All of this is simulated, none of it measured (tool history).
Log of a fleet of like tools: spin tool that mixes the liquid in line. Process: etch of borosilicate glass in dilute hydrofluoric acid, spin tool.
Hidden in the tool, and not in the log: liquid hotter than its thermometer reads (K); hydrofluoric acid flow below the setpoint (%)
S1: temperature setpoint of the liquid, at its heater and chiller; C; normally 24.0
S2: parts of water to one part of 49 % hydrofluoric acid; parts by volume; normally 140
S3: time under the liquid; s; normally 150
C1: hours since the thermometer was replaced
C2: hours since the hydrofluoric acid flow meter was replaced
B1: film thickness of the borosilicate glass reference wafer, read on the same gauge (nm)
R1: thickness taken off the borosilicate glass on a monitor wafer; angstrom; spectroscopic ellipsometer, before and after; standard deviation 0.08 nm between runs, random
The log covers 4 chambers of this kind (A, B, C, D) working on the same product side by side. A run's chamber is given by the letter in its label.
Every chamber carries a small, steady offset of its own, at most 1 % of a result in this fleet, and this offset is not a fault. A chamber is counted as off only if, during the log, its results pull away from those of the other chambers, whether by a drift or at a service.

run,hour,S1,S2,S3,C1,C2,B1,R1
1A,8.8,24.0,140,150,150.9,1689.1,109.99,236.92
2D,18.4,24.0,140,150,1970.6,87.3,110.05,238.15
3C,25.1,24.0,140,150,1404.8,1118.5,109.97,238.56
4B,38.8,24.0,140,150,284.8,623.0,109.99,236.55
5D,45.4,24.0,140,150,1997.6,114.3,109.98,238.03
6A,56.5,24.0,140,150,198.6,1736.8,110.00,237.75
7C,66.1,24.0,140,150,1445.8,1159.5,109.96,238.61
8B,77.6,21.5,75,150,323.6,661.8,110.03,437.90
9B,90.7,21.5,75,150,336.7,674.9,110.00,435.86
10C,99.4,21.5,75,150,1479.1,1192.8,109.98,438.57
11A,106.4,21.5,75,150,248.5,1786.7,109.99,440.33
12D,117.2,24.0,140,150,2069.4,186.1,110.01,237.17
13D,131.1,24.0,140,150,2083.3,200.0,110.00,237.74
14B,139.7,24.0,140,150,385.7,723.9,110.00,235.95
15A,149.0,24.0,140,150,291.1,1829.3,109.99,237.43
16C,155.9,24.0,140,150,1535.6,1249.3,109.99,237.93
17B,166.8,24.0,140,150,412.8,751.0,109.99,236.72
18D,175.9,24.0,140,150,2128.1,244.8,109.98,238.38
19C,186.3,24.0,140,150,1566.0,1279.7,110.01,237.24
20A,199.1,24.0,140,150,341.2,1879.4,110.01,237.35
# hour 205.0: chamber D: thermometer replaced
21B,210.1,24.0,140,150,456.1,794.3,109.99,236.61
22C,216.5,22.0,140,70,1596.2,1309.9,109.97,102.71
23A,228.3,22.0,140,70,370.4,1908.6,109.99,102.28
24D,238.5,22.0,140,70,33.5,307.4,109.99,102.49
25C,252.0,22.0,140,70,1631.7,1345.4,110.00,103.54
26D,265.3,24.0,140,150,60.3,334.2,109.99,238.74
27A,274.3,19.5,140,115,416.4,1954.6,110.00,152.74
28B,288.7,19.5,140,115,534.7,872.9,110.01,150.85
29D,300.7,19.5,140,115,95.7,369.6,109.99,152.05
30A,315.2,19.5,140,115,457.3,1995.5,109.99,153.53
31B,324.2,24.0,140,150,570.2,908.4,110.02,236.56
32C,334.4,24.0,140,150,1714.1,1427.8,109.98,237.05
33B,347.0,24.0,140,150,593.0,931.2,110.00,237.14
34C,353.6,24.0,140,150,1733.3,1447.0,110.00,237.76
# hour 363.9: chamber A: hydrofluoric acid flow meter replaced
35A,365.5,24.0,140,150,507.6,1.6,109.99,236.64

Is one chamber out of step, is the gauge drifting, or do the chambers differ by no more than their own small offsets? For an off chamber, give its letter and the likeliest cause.

No chamber is off and the gauge is stable; the differences are just each chamber's small, constant offset.

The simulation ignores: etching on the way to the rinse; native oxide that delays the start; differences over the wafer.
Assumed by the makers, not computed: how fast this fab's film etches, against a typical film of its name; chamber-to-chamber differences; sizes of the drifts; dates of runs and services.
